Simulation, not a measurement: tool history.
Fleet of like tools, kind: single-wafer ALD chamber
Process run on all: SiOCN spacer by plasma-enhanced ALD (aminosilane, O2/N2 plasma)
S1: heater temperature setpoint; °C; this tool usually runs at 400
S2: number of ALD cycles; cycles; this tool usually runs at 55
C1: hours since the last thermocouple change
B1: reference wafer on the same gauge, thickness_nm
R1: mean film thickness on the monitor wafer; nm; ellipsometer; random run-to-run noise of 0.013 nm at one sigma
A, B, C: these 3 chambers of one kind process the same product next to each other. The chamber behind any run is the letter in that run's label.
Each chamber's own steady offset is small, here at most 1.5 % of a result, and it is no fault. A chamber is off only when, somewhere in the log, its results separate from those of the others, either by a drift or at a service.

| run | hour | S1 | S2 | C1 | B1 | R1 |
|---|---|---|---|---|---|---|
| 1C | 3.1 | 400 | 55 | 50.1 | 2.8215 | 3.2806 |
| 2B | 9.3 | 400 | 55 | 1098.4 | 2.8176 | 3.3487 |
| 3A | 14.4 | 400 | 55 | 899.7 | 2.8183 | 3.3478 |
| 4B | 20.7 | 400 | 55 | 1109.8 | 2.8204 | 3.3328 |
| 5A | 25.9 | 400 | 55 | 911.2 | 2.8203 | 3.3622 |
| 6C | 30.8 | 400 | 55 | 77.8 | 2.8207 | 3.2761 |
| 7B | 36.1 | 400 | 55 | 1125.2 | 2.8212 | 3.3535 |
| 8C | 39.4 | 400 | 55 | 86.4 | 2.8227 | 3.2901 |
| 9A | 44.1 | 400 | 55 | 929.4 | 2.8199 | 3.3482 |
| 10B | 50.4 | 400 | 55 | 1139.5 | 2.8168 | 3.3202 |
| 11A | 54.6 | 400 | 50 | 939.9 | 2.8197 | 3.0406 |
| 12C | 58.5 | 400 | 50 | 105.5 | 2.8205 | 2.9979 |
| 13B | 63.3 | 400 | 50 | 1152.4 | 2.8191 | 3.0223 |
| 14A | 68.2 | 400 | 55 | 953.5 | 2.8201 | 3.3467 |
| 15C | 72.8 | 400 | 55 | 119.8 | 2.8215 | 3.2960 |
| 16B | 78.0 | 400 | 55 | 1167.1 | 2.8198 | 3.3461 |
| 17A | 84.9 | 400 | 48 | 970.2 | 2.8161 | 2.9226 |
| 18C | 89.1 | 400 | 48 | 136.1 | 2.8206 | 2.8904 |
| 19A | 94.4 | 400 | 48 | 979.7 | 2.8185 | 2.9106 |
| 20C | 99.8 | 386 | 64 | 146.8 | 2.8187 | 3.8350 |
| 21B | 104.1 | 386 | 64 | 1193.2 | 2.8186 | 3.8932 |
| 22C | 109.2 | 386 | 64 | 156.2 | 2.8183 | 3.8331 |
| 23B | 114.1 | 400 | 55 | 1203.2 | 2.8212 | 3.3449 |
| 24A | 118.5 | 400 | 55 | 1003.8 | 2.8198 | 3.3425 |
| 25A | 123.8 | 400 | 55 | 1009.1 | 2.8227 | 3.3537 |
| 26B | 128.3 | 400 | 55 | 1217.4 | 2.8178 | 3.3468 |
| 27C | 134.0 | 400 | 55 | 181.0 | 2.8196 | 3.2686 |
| 28B | 139.0 | 400 | 55 | 1228.1 | 2.8243 | 3.3596 |
| 29C | 145.5 | 400 | 55 | 192.5 | 2.8204 | 3.2869 |
|  | 148.5 | chamber A: thermocouple changed; heater temperature recalibrated |
| 30A | 150.1 | 400 | 55 | 1.7 | 2.8191 | 3.3337 |
| 31B | 155.6 | 400 | 62 | 1244.7 | 2.8184 | 3.7597 |
| 32A | 160.9 | 400 | 62 | 12.5 | 2.8242 | 3.7629 |
| 33C | 166.6 | 400 | 62 | 213.6 | 2.8193 | 3.6959 |
| 34B | 173.0 | 400 | 55 | 1262.1 | 2.8199 | 3.3593 |
| 35C | 176.8 | 400 | 55 | 223.8 | 2.8188 | 3.2860 |
| 36A | 182.5 | 391 | 51 | 34.1 | 2.8209 | 3.1176 |
| 37C | 186.6 | 391 | 51 | 233.6 | 2.8208 | 3.0524 |
| 38A | 192.2 | 391 | 51 | 43.8 | 2.8214 | 3.1145 |
| 39B | 197.4 | 400 | 55 | 1286.5 | 2.8240 | 3.3602 |
| 40C | 202.9 | 400 | 55 | 249.9 | 2.8193 | 3.2828 |
| 41A | 208.5 | 400 | 55 | 60.1 | 2.8208 | 3.3407 |
| 42B | 214.0 | 400 | 55 | 1303.1 | 2.8207 | 3.3294 |

Which is it: a chamber that has drifted or been left off by a service, a gauge drift common to all chambers, or only each chamber's usual small offset? If a chamber is off, name it and its likeliest cause.

Nothing is wrong: each chamber keeps only its own small, steady offset and the gauge holds still.

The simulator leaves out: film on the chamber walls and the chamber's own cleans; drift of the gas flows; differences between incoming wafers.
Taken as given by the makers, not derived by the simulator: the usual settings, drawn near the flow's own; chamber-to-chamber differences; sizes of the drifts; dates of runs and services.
